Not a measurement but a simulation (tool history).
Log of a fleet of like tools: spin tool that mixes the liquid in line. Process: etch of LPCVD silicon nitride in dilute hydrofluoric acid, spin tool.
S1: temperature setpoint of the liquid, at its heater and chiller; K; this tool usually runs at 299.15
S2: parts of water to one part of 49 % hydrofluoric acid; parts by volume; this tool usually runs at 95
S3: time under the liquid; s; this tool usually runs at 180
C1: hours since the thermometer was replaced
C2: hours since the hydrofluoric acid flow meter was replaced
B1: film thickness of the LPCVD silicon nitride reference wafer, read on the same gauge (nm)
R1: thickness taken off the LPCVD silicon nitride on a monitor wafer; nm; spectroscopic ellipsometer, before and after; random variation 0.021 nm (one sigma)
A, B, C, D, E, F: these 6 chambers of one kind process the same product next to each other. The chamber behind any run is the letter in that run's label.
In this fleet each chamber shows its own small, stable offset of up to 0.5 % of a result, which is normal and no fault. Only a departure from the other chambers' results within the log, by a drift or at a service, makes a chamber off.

run,day,S1,S2,S3,C1,C2,B1,R1
1B,0.125,299.15,95,180,763.5,1177.3,39.985,1.00020
2E,0.296,299.15,95,180,938.2,1469.8,40.006,1.01860
3D,0.483,299.15,95,180,505.9,488.8,40.015,1.02970
4C,0.571,299.15,95,180,986.1,160.7,40.006,1.02140
5F,0.712,299.15,95,180,592.5,413.9,40.015,1.03190
6A,0.804,299.15,95,180,705.1,597.2,40.009,1.03020
7F,0.904,299.15,95,180,597.1,418.5,40.010,1.02260
8E,1.088,299.15,95,180,957.2,1488.8,40.003,0.99999
9B,1.250,301.65,110,180,790.5,1204.3,40.002,0.98793
10D,1.400,301.65,110,180,527.9,510.8,40.011,1.05920
11C,1.592,301.65,110,180,1010.6,185.2,40.008,1.03460
12A,1.708,301.65,110,180,726.8,618.9,39.998,1.02640
13F,1.854,301.65,110,180,619.9,441.3,40.005,1.06860
14C,1.954,301.65,110,180,1019.3,193.9,39.992,1.01080
15E,2.042,299.15,95,180,980.1,1511.7,39.981,1.05240
16D,2.129,297.15,115,180,545.4,528.3,40.007,0.74145
17A,2.300,297.15,115,180,741.0,633.1,40.006,0.74412
18B,2.462,297.15,115,180,819.6,1233.4,40.012,0.73470
19B,2.621,297.15,115,180,823.4,1237.2,40.008,0.75413
20E,2.775,297.15,115,180,997.7,1529.3,39.998,0.73686
21D,2.946,297.15,115,180,565.0,547.9,39.996,0.73288
22C,3.129,299.15,95,180,1047.5,222.1,40.007,1.06610
23A,3.233,299.15,95,180,763.4,655.5,40.006,1.01630
24F,3.321,299.15,95,180,655.1,476.5,40.010,1.01510
25D,3.408,299.15,125,180,576.1,559.0,40.002,0.80354
26B,3.517,299.15,125,180,844.9,1258.7,40.006,0.79353
27C,3.704,299.15,125,180,1061.3,235.9,39.995,0.79046
28A,3.854,299.15,125,180,778.3,670.4,39.997,0.78908
29F,4.038,299.15,125,180,672.3,493.7,39.978,0.79222
30E,4.133,299.15,125,180,1030.3,1561.9,40.001,0.76431
31C,4.250,299.15,95,180,1074.4,249.0,40.019,1.05870
32E,4.404,303.15,95,180,1036.8,1568.4,40.023,1.30050
33B,4.521,303.15,95,180,869.0,1282.8,40.001,1.44180
34D,4.675,303.15,95,180,606.5,589.4,39.985,1.27050
35F,4.825,303.15,95,180,691.2,512.6,39.993,1.30010
36A,4.908,303.15,95,180,803.6,695.7,40.019,1.34070
37C,5.012,303.15,95,180,1092.7,267.3,39.998,1.33770
38A,5.125,296.15,95,180,808.8,700.9,40.003,0.84856

Has any chamber moved away from the others, gradually or after a service, or does the common gauge drift, or do the chambers differ only by their own small steady offsets? State the chamber and the most likely cause if one applies.

One chamber, B, drifts off from the rest bit by bit.
Most likely cause: liquid hotter than its thermometer reads (K) = 2.23.

Which of the 4 candidates below, each the usual settings with something changed and its results left as question marks, puts chamber B back in line with what the other chambers give on the usual settings?
In-line tolerance around the mean of the other chambers on the usual settings: R1 0.07400 nm
39B-1,5.262,299.15,105,155,,,,?
39B-2,5.262,299.15,100,165,,,,?
39B-3,5.262,299.65,85,205,,,,?
39B-4,5.262,299.65,90,190,,,,?

On the usual settings, the other chambers give on average: R1 1.02130 nm
run,R1
39B-1,0.88968
39B-2,0.99396
39B-3,1.49710
39B-4,1.31140
39B-2 brings the chamber back in line.

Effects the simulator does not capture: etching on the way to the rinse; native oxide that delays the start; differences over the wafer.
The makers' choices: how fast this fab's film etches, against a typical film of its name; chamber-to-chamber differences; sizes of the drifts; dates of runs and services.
